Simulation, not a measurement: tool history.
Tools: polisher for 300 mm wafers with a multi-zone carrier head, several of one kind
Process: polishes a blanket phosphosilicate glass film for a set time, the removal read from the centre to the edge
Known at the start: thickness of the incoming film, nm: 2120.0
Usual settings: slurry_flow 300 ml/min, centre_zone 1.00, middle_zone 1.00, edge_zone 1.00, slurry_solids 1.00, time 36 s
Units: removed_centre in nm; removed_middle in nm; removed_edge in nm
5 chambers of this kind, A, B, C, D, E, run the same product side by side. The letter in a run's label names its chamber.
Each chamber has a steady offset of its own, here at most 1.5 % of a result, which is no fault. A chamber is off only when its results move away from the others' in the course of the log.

run	hour	slurry_flow	centre_zone	middle_zone	edge_zone	slurry_solids	time	removed_centre	removed_middle	removed_edge
1C	4.8	300	1.00	1.00	1.00	1.00	36	210.03	209.57	203.67
2A	7.2	300	1.00	1.00	1.00	1.00	36	208.10	212.25	207.77
# hour 10.4: chamber D: worn pad replaced by a new one
3D	10.4	300	1.00	1.00	1.00	1.00	36	212.08	206.89	211.80
4B	13.7	300	1.00	1.00	1.00	1.00	36	214.61	212.52	209.61
5E	18.5	300	1.00	1.00	1.00	1.00	36	209.53	209.74	208.92
6B	23.1	300	1.00	0.96	1.00	0.85	36	197.34	188.88	192.70
7A	26.9	300	1.00	0.96	1.00	0.85	36	194.70	186.49	192.75
8D	30.7	300	1.00	0.96	1.00	0.85	36	196.69	188.20	196.85
# hour 32.2: chamber E: worn pad replaced by a new one
9E	34.3	300	1.00	0.96	1.00	0.85	36	195.46	189.64	196.95
# hour 36.6: chamber C: worn pad replaced by a new one
10C	37.8	300	1.00	0.96	1.00	0.85	36	194.43	186.28	196.10
11D	42.3	300	1.00	1.00	1.00	1.00	36	213.09	209.44	207.46
12B	46.2	390	1.09	1.00	1.00	1.00	36	238.13	216.56	215.79
13C	50.2	390	1.09	1.00	1.00	1.00	36	229.19	210.72	216.11
14A	52.5	390	1.09	1.00	1.00	1.00	36	240.02	212.02	219.84
15E	54.9	390	1.09	1.00	1.00	1.00	36	238.34	212.69	214.44
16C	59.5	390	1.09	1.00	1.00	1.00	36	235.11	218.39	214.96
# hour 62.5: chamber D: slurry nozzle cleaned
17A	63.1	300	1.00	1.00	1.10	0.75	36	183.78	181.50	197.69
# hour 66.9: chamber B: worn pad replaced by a new one
18B	68.0	300	1.00	1.00	1.10	0.75	36	186.04	185.23	198.39
19E	71.0	300	1.00	1.00	1.10	0.75	36	183.53	185.91	197.83
20D	74.8	300	1.00	1.00	1.10	0.75	36	185.23	184.03	191.88
# hour 74.9: chamber A: worn pad replaced by a new one
21D	77.4	300	1.00	1.00	1.10	0.75	36	181.18	184.43	190.38
# hour 80.4: chamber B: edge zone pressure recalibrated
22A	81.5	300	1.00	1.00	1.00	1.00	36	205.32	209.08	210.15
23B	85.8	300	1.00	1.00	1.00	1.00	36	215.14	211.64	214.32
# hour 89.5: chamber D: worn pad replaced by a new one
24C	89.5	300	1.00	1.00	1.00	1.00	36	203.97	207.56	205.93
25E	93.2	300	1.00	1.00	1.00	1.00	36	209.34	214.86	213.56
26D	97.8	300	1.00	1.00	1.00	1.00	36	214.65	208.80	207.43
# hour 99.2: chamber C: worn pad replaced by a new one
27C	101.2	300	1.00	1.00	1.00	1.00	36	199.39	209.69	213.90
28E	104.3	300	1.00	1.00	1.00	1.00	36	209.75	208.92	209.83
29B	108.9	300	1.00	1.00	1.00	1.00	36	213.47	212.58	214.75
30A	113.3	270	1.00	1.00	1.00	1.00	36	206.53	207.27	214.57
31B	116.8	270	1.00	1.00	1.00	1.00	36	212.14	205.23	205.19
32A	121.3	270	1.00	1.00	1.00	1.00	36	208.56	208.01	206.82
33D	123.8	270	1.00	1.00	1.00	1.00	36	211.52	208.57	211.52

All 5 chambers run these settings next. Forecast each chamber's results:
34A	127.3	300	1.00	1.00	1.05	1.00	36	?	?	?
34B	127.3	300	1.00	1.00	1.05	1.00	36	?	?	?
34C	127.3	300	1.00	1.00	1.05	1.00	36	?	?	?
34D	127.3	300	1.00	1.00	1.05	1.00	36	?	?	?
34E	127.3	300	1.00	1.00	1.05	1.00	36	?	?	?

run	removed_centre	removed_middle	removed_edge
34A	212.36	209.29	212.30
34B	212.79	211.49	220.46
34C	194.41	210.40	211.86
34D	210.36	211.64	215.22
34E	209.88	210.22	216.47
